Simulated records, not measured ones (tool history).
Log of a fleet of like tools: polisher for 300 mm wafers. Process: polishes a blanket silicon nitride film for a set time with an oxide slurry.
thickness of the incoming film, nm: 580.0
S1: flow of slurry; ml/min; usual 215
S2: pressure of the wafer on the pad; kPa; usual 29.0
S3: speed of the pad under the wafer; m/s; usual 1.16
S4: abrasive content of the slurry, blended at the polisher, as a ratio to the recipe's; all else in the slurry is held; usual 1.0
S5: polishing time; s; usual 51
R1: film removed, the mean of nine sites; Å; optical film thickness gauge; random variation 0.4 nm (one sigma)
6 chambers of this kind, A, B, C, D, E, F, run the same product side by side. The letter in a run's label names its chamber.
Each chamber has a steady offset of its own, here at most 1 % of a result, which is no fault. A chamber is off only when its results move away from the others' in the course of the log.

At hour 5.4: chamber B: worn pad replaced by a new one.
At hour 6.1: chamber D: slurry blender recalibrated.
At hour 6.7: chamber D: worn pad replaced by a new one.
Run 1F, hour 10.9: usual settings. Result: R1 418.75 Å.
At hour 14.7: chamber C: worn pad replaced by a new one.
At hour 19.1: chamber A: slurry blender recalibrated.
At hour 20.1: chamber F: worn pad replaced by a new one.
Run 2A, hour 21.1: usual settings. Result: R1 421.89 Å.
At hour 21.8: chamber A: head pressure recalibrated.
Run 3D, hour 30.2: usual settings. Result: R1 413.12 Å.
At hour 39.7: chamber B: slurry nozzle cleaned.
Run 4B, hour 41.9: usual settings. Result: R1 426.96 Å.
Run 5C, hour 47.9: usual settings. Result: R1 422.58 Å.
At hour 53.1: chamber A: conditioning disc replaced and pad reconditioned.
Run 6E, hour 56.1: usual settings but S3 0.84 m/s. Result: R1 326.69 Å.
At hour 58.0: chamber E: worn pad replaced by a new one.
Run 7B, hour 66.6: usual settings but S3 0.84 m/s. Result: R1 327.52 Å.
Run 8A, hour 71.9: usual settings but S3 0.84 m/s. Result: R1 332.21 Å.
At hour 79.3: chamber B: worn pad replaced by a new one.
Run 9E, hour 83.9: usual settings but S3 0.84 m/s. Result: R1 330.84 Å.
At hour 86.5: chamber C: slurry blender recalibrated.
At hour 94.0: chamber C: worn pad replaced by a new one.
Run 10C, hour 95.4: usual settings but S3 0.84 m/s. Result: R1 331.56 Å.
At hour 95.9: chamber E: slurry blender recalibrated.
At hour 103.8: chamber A: worn pad replaced by a new one.
Run 11F, hour 103.8: usual settings but S3 0.84 m/s. Result: R1 327.20 Å.
Run 12D, hour 114.1: usual settings. Result: R1 417.96 Å.
At hour 115.7: chamber D: head pressure recalibrated.
At hour 117.9: chamber D: worn pad replaced by a new one.
Run 13D, hour 125.4: usual settings. Result: R1 418.49 Å.
At hour 125.5: chamber C: slurry nozzle cleaned.
Run 14C, hour 131.4: usual settings but S1 260 ml/min, S4 1.2. Result: R1 470.31 Å.
Run 15B, hour 141.4: usual settings but S1 260 ml/min, S4 1.2. Result: R1 465.10 Å.
Run 16F, hour 148.4: usual settings but S1 260 ml/min, S4 1.2. Result: R1 465.94 Å.
At hour 151.5: chamber F: slurry nozzle cleaned.
At hour 152.7: chamber B: worn pad replaced by a new one.
Run 17A, hour 156.6: usual settings but S1 260 ml/min, S4 1.2. Result: R1 467.79 Å.
At hour 158.7: chamber E: slurry nozzle cleaned.
At hour 162.5: chamber C: worn pad replaced by a new one.
Run 18E, hour 163.3: usual settings but S1 260 ml/min, S4 1.2. Result: R1 464.59 Å.
At hour 167.9: chamber E: worn pad replaced by a new one.
Run 19B, hour 173.9: usual settings but S1 260 ml/min, S4 1.2. Result: R1 468.85 Å.
At hour 175.8: chamber F: worn pad replaced by a new one.
At hour 178.9: chamber F: slurry blender recalibrated.
Run 20D, hour 180.8: usual settings. Result: R1 415.54 Å.
At hour 187.3: chamber F: conditioning disc replaced and pad reconditioned.
Run 21A, hour 191.8: usual settings. Result: R1 423.54 Å.
At hour 193.7: chamber A: slurry nozzle cleaned.
Run 22C, hour 199.5: usual settings. Result: R1 419.75 Å.
At hour 201.7: chamber A: conditioning disc replaced and pad reconditioned.
Run 23E, hour 205.6: usual settings. Result: R1 430.02 Å.
Run 24F, hour 214.1: usual settings. Result: R1 420.64 Å.
At hour 220.5: chamber E: head pressure recalibrated.
Run 25A, hour 220.8: usual settings but S1 250 ml/min, S2 33.8 kPa. Result: R1 496.47 Å.
At hour 221.3: chamber A: worn pad replaced by a new one.
Run 26D, hour 229.8: usual settings but S1 250 ml/min, S2 33.8 kPa. Result: R1 502.05 Å.
At hour 231.7: chamber B: conditioning disc replaced and pad reconditioned.
Run 27F, hour 237.7: usual settings but S1 250 ml/min, S2 33.8 kPa. Result: R1 498.75 Å.
At hour 237.9: chamber B: worn pad replaced by a new one.
At hour 242.3: chamber C: worn pad replaced by a new one.
At hour 243.0: chamber D: worn pad replaced by a new one.
Run 28E, hour 243.2: usual settings but S1 250 ml/min, S2 33.8 kPa. Result: R1 504.27 Å.
At hour 246.2: chamber A: slurry blender recalibrated.
At hour 250.8: chamber B: slurry nozzle cleaned.
Run 29C, hour 253.1: usual settings but S1 250 ml/min, S2 33.8 kPa. Result: R1 508.10 Å.
Run 30B, hour 262.5: usual settings but S1 250 ml/min, S2 33.8 kPa. Result: R1 510.04 Å.
Run 31C, hour 271.4: usual settings. Result: R1 424.64 Å.
Run 32F, hour 278.5: usual settings. Result: R1 423.17 Å.
At hour 278.6: chamber E: worn pad replaced by a new one.
Run 33E, hour 289.7: usual settings. Result: R1 421.51 Å.
Run 34B, hour 295.6: usual settings. Result: R1 423.28 Å.
At hour 301.3: chamber B: slurry blender recalibrated.
Run 35A, hour 305.7: usual settings. Result: R1 421.84 Å.
Run 36D, hour 312.1: usual settings. Result: R1 424.51 Å.
Run 37B, hour 317.5: usual settings but S1 265 ml/min, S5 34 s. Result: R1 290.29 Å.
At hour 318.5: chamber C: worn pad replaced by a new one.
Run 38D, hour 323.9: usual settings but S1 265 ml/min, S5 34 s. Result: R1 288.36 Å.
At hour 327.2: chamber B: worn pad replaced by a new one.
Run 39E, hour 332.0: usual settings but S1 265 ml/min, S5 34 s. Result: R1 289.00 Å.
At hour 340.0: chamber F: worn pad replaced by a new one.
Run 40F, hour 341.8: usual settings but S1 265 ml/min, S5 34 s. Result: R1 291.08 Å.
At hour 347.9: chamber A: worn pad replaced by a new one.
Run 41A, hour 348.2: usual settings but S1 265 ml/min, S5 34 s. Result: R1 287.51 Å.
At hour 352.3: chamber C: slurry nozzle cleaned.
Run 42C, hour 353.5: usual settings but S1 265 ml/min, S5 34 s. Result: R1 283.62 Å.
Run 43A, hour 359.9: usual settings. Result: R1 423.73 Å.
Run 44B, hour 370.9: usual settings. Result: R1 424.23 Å.

Next, every chamber runs the same settings. What will each give?
Run 45A, hour 379.5: usual settings. Result: R1 ?.
Run 45B, hour 379.5: usual settings. Result: R1 ?.
Run 45C, hour 379.5: usual settings. Result: R1 ?.
Run 45D, hour 379.5: usual settings. Result: R1 ?.
Run 45E, hour 379.5: usual settings. Result: R1 ?.
Run 45F, hour 379.5: usual settings. Result: R1 ?.

run      R1
45A  416.57
45B  423.80
45C  418.59
45D  419.47
45E  419.70
45F  424.84
